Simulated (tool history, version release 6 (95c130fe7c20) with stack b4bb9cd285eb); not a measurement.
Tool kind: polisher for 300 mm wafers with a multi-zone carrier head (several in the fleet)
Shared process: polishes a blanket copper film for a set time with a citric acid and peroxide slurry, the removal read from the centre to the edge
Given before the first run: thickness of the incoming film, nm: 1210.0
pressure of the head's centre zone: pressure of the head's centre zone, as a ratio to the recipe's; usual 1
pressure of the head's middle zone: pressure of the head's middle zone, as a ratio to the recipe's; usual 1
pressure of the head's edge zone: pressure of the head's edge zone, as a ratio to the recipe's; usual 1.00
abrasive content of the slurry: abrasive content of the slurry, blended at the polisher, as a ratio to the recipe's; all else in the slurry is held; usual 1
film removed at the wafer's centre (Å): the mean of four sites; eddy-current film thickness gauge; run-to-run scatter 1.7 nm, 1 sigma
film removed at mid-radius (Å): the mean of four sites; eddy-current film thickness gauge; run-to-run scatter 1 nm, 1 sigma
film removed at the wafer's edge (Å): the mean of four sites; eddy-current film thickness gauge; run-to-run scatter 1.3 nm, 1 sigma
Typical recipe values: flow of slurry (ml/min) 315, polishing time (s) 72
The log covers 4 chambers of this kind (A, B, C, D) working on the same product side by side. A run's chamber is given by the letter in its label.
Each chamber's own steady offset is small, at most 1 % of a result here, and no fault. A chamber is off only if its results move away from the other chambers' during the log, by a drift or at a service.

| run | hour | flow of slurry (ml/min) | pressure of the head's centre zone | pressure of the head's middle zone | pressure of the head's edge zone | abrasive content of the slurry | polishing time (s) | film removed at the wafer's centre (Å) | film removed at mid-radius (Å) | film removed at the wafer's edge (Å) |
|---|---|---|---|---|---|---|---|---|---|---|
| 1B | 7.3 | 315 | 1 | 1 | 1.00 | 1 | 72 | 1296.8 | 1320.1 | 1354.8 |
| 2D | 17.7 | 315 | 1 | 1 | 1.00 | 1 | 72 | 1314.4 | 1290.3 | 1299.8 |
| 3C | 24.9 | 315 | 1 | 1 | 1.00 | 1 | 72 | 1328.8 | 1299.4 | 1305.1 |
| 4A | 40.3 | 315 | 1 | 1 | 1.00 | 1 | 72 | 1277.5 | 1325.6 | 1321.8 |
| 5D | 50.8 | 315 | 1 | 1 | 0.93 | 1 | 82 | 1465.6 | 1496.6 | 1424.2 |
|  | 51.1 | chamber A: worn pad replaced by a new one |
|  | 58.2 | chamber D: slurry nozzle cleaned |
|  | 61.3 | chamber A: slurry nozzle cleaned |
| 6C | 64.5 | 315 | 1 | 1 | 0.93 | 1 | 82 | 1439.9 | 1505.9 | 1419.4 |
|  | 69.9 | chamber B: centre zone pressure recalibrated |
| 7B | 79.5 | 315 | 1 | 1 | 0.93 | 1 | 82 | 1518.2 | 1502.0 | 1443.1 |
|  | 83.0 | chamber C: centre zone pressure recalibrated |
|  | 84.1 | chamber D: worn pad replaced by a new one |
|  | 84.6 | chamber B: worn pad replaced by a new one |
| 8A | 94.8 | 315 | 1 | 1 | 0.93 | 1 | 82 | 1451.6 | 1506.2 | 1455.4 |
| 9B | 107.4 | 315 | 1 | 1 | 1.00 | 1 | 72 | 1337.4 | 1297.6 | 1302.6 |
| 10C | 114.8 | 315 | 1 | 1 | 1.00 | 1 | 72 | 1322.7 | 1307.3 | 1307.5 |
|  | 119.8 | chamber A: worn pad replaced by a new one |
| 11D | 129.6 | 315 | 1 | 1 | 1.00 | 1 | 72 | 1319.0 | 1299.9 | 1311.0 |
| 12A | 143.5 | 315 | 1 | 1 | 1.00 | 1 | 72 | 1314.0 | 1320.8 | 1337.2 |
| 13A | 153.8 | 315 | 1 | 1 | 1.00 | 1 | 72 | 1296.1 | 1297.9 | 1305.2 |
| 14C | 160.8 | 315 | 1 | 1 | 1.00 | 1 | 72 | 1258.6 | 1287.4 | 1268.4 |
|  | 172.6 | chamber B: worn pad replaced by a new one |
| 15B | 172.6 | 315 | 1 | 1 | 1.00 | 1 | 72 | 1295.5 | 1323.3 | 1318.9 |
| 16D | 179.5 | 315 | 1 | 1 | 1.00 | 1 | 72 | 1327.2 | 1313.2 | 1292.9 |
|  | 187.7 | chamber A: worn pad replaced by a new one |
|  | 193.0 | chamber A: centre zone pressure recalibrated |
| 17D | 194.3 | 315 | 1 | 1 | 1.00 | 1 | 72 | 1306.1 | 1314.7 | 1296.1 |
| 18B | 201.8 | 315 | 1 | 1 | 1.00 | 1 | 72 | 1328.3 | 1320.4 | 1316.8 |
| 19A | 210.4 | 315 | 1 | 1 | 1.00 | 1 | 72 | 1307.7 | 1320.0 | 1313.6 |
|  | 216.5 | chamber B: edge zone pressure recalibrated |
| 20C | 224.1 | 315 | 1 | 1 | 1.00 | 1 | 72 | 1237.0 | 1228.2 | 1226.9 |
| 21B | 232.0 | 260 | 1 | 1 | 1.00 | 1 | 72 | 1294.1 | 1292.2 | 1301.7 |
|  | 232.3 | chamber D: worn pad replaced by a new one |
| 22C | 238.8 | 260 | 1 | 1 | 1.00 | 1 | 72 | 1208.9 | 1201.4 | 1190.4 |
| 23A | 253.7 | 260 | 1 | 1 | 1.00 | 1 | 72 | 1231.6 | 1275.8 | 1299.0 |
|  | 262.1 | chamber A: worn pad replaced by a new one |
| 24D | 264.6 | 260 | 1 | 1 | 1.00 | 1 | 72 | 1262.0 | 1274.4 | 1292.2 |
| 25D | 272.3 | 315 | 1 | 1 | 1.00 | 1 | 72 | 1335.7 | 1307.1 | 1303.9 |
| 26A | 280.1 | 315 | 1 | 1 | 1.00 | 1 | 72 | 1307.9 | 1315.0 | 1323.6 |

Predict what each chamber gives when all 4 of them run the settings below next.
| 27A | 291.2 | 315 | 1 | 1 | 1.00 | 1 | 72 | ? | ? | ? |
| 27B | 291.2 | 315 | 1 | 1 | 1.00 | 1 | 72 | ? | ? | ? |
| 27C | 291.2 | 315 | 1 | 1 | 1.00 | 1 | 72 | ? | ? | ? |
| 27D | 291.2 | 315 | 1 | 1 | 1.00 | 1 | 72 | ? | ? | ? |

| run | film removed at the wafer's centre (Å) | film removed at mid-radius (Å) | film removed at the wafer's edge (Å) |
|---|---|---|---|
| 27A | 1337.1 | 1311.0 | 1331.5 |
| 27B | 1320.5 | 1326.0 | 1319.7 |
| 27C | 1182.9 | 1178.7 | 1202.9 |
| 27D | 1288.0 | 1310.1 | 1300.7 |

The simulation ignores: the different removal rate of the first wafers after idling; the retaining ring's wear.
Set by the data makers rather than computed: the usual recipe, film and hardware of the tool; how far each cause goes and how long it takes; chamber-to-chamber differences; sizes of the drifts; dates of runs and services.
